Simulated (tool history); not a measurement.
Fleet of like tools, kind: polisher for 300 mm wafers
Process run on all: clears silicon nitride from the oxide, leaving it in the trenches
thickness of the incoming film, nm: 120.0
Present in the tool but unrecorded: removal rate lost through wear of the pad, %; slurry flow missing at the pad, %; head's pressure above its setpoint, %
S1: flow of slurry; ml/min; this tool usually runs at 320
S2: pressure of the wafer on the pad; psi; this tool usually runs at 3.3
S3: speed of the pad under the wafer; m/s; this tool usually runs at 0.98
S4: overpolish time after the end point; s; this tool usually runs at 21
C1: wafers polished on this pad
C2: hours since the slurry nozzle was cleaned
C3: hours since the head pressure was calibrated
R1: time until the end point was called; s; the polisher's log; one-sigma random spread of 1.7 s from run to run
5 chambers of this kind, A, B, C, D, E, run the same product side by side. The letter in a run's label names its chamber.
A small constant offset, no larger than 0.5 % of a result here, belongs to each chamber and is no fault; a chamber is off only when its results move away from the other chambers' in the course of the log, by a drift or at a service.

run	hour	S1	S2	S3	S4	C1	C2	C3	R1
1D	8.6	320	3.3	0.98	21	335	235.1	631.2	116.71
2C	14.5	320	3.3	0.98	21	488	829.4	890.0	119.07
# hour 16.8: chamber E: slurry nozzle cleaned
3E	21.1	320	3.3	0.98	21	220	4.3	408.3	123.13
4A	25.7	320	3.3	0.98	21	552	299.2	70.8	126.22
5B	30.3	320	3.3	0.98	21	668	221.8	127.1	123.79
# hour 31.3: chamber E: head pressure recalibrated
# hour 31.7: chamber C: worn pad replaced by a new one
6B	38.1	320	3.3	0.98	21	726	229.6	134.9	120.08
7E	44.3	320	3.3	0.98	21	392	27.5	13.0	124.01
# hour 49.8: chamber B: worn pad replaced by a new one
8D	50.2	375	3.3	1.10	21	644	276.7	672.8	109.28
9A	59.5	375	3.3	1.10	21	803	333.0	104.6	108.62
# hour 64.0: chamber E: worn pad replaced by a new one
10C	64.9	375	3.3	1.10	21	246	879.8	940.4	107.79
# hour 67.8: chamber C: slurry nozzle cleaned
11B	72.3	375	3.3	1.10	21	167	263.8	169.1	107.94
12E	79.4	375	3.3	1.10	21	114	62.6	48.1	109.92
13C	86.5	320	3.3	0.98	21	406	18.8	962.0	121.08
# hour 89.9: chamber A: worn pad replaced by a new one
14D	92.7	320	3.3	0.98	21	960	319.2	715.3	121.90
15A	100.6	320	3.3	0.98	21	79	374.1	145.7	124.66
# hour 101.8: chamber C: worn pad replaced by a new one
16B	109.4	320	3.3	0.98	21	442	300.9	206.2	123.01
17C	116.2	320	3.3	0.98	21	107	48.5	991.7	121.12
18E	124.5	320	3.3	0.98	21	449	107.7	93.2	123.83
# hour 130.1: chamber D: slurry nozzle cleaned
19A	132.7	320	3.3	0.98	21	317	406.2	177.8	123.98
# hour 140.2: chamber D: worn pad replaced by a new one
20D	141.4	320	3.3	0.98	21	8	11.3	764.0	122.30
# hour 148.3: chamber B: worn pad replaced by a new one
21D	149.2	320	3.3	0.98	21	66	19.1	771.8	121.67
# hour 152.9: chamber E: worn pad replaced by a new one
22E	153.9	320	3.3	0.98	21	7	137.1	122.6	121.05
23C	160.2	320	3.3	0.98	21	434	92.5	1035.7	114.65
24B	165.0	320	3.3	0.98	21	124	356.5	261.8	123.03
25A	169.6	320	3.3	0.98	21	591	443.1	214.7	123.14
# hour 171.6: chamber C: worn pad replaced by a new one
26D	176.8	250	3.3	1.10	21	271	46.7	799.4	114.79
27E	181.9	250	3.3	1.10	21	215	165.1	150.6	111.79
28B	186.3	250	3.3	1.10	21	282	377.8	283.1	117.16
29C	194.6	250	3.3	1.10	21	170	126.9	1070.1	101.69
30A	201.0	250	3.3	1.10	21	824	474.5	246.1	112.14
31C	208.2	280	3.3	0.98	21	271	140.5	1083.7	113.74
32D	214.2	280	3.3	0.98	21	549	84.1	836.8	122.18
33B	222.3	280	3.3	0.98	21	549	413.8	319.1	125.19
# hour 226.0: chamber E: worn pad replaced by a new one
34E	227.6	280	3.3	0.98	21	12	210.8	196.3	124.24

Has any chamber moved away from the others, gradually or after a service, or does the common gauge drift, or do the chambers differ only by their own small steady offsets? State the chamber and the most likely cause if one applies.

It is chamber C that slowly wanders off from its peers.
What lies behind it: head's pressure above its setpoint, % = 12.3.

Below are 4 candidate recipes for chamber C's next run, each the usual settings with a change, their results shown as question marks. Which of them brings C's results back in line with what the other chambers give on the usual settings?
In line here means within this much of the mean the other chambers give on the usual settings: R1 6.000 s
35C-1	234.8	320	3.2	0.98	21				?
35C-2	234.8	320	3.7	0.98	21				?
35C-3	234.8	320	3.4	1.00	21				?
35C-4	234.8	315	3.3	0.86	21				?

What the other chambers average on the usual settings: R1 122.830 s
run	R1
35C-1	112.830
35C-2	97.743
35C-3	104.130
35C-4	125.020
Change 35C-4 lands the chamber within the allowed miss of the other chambers.
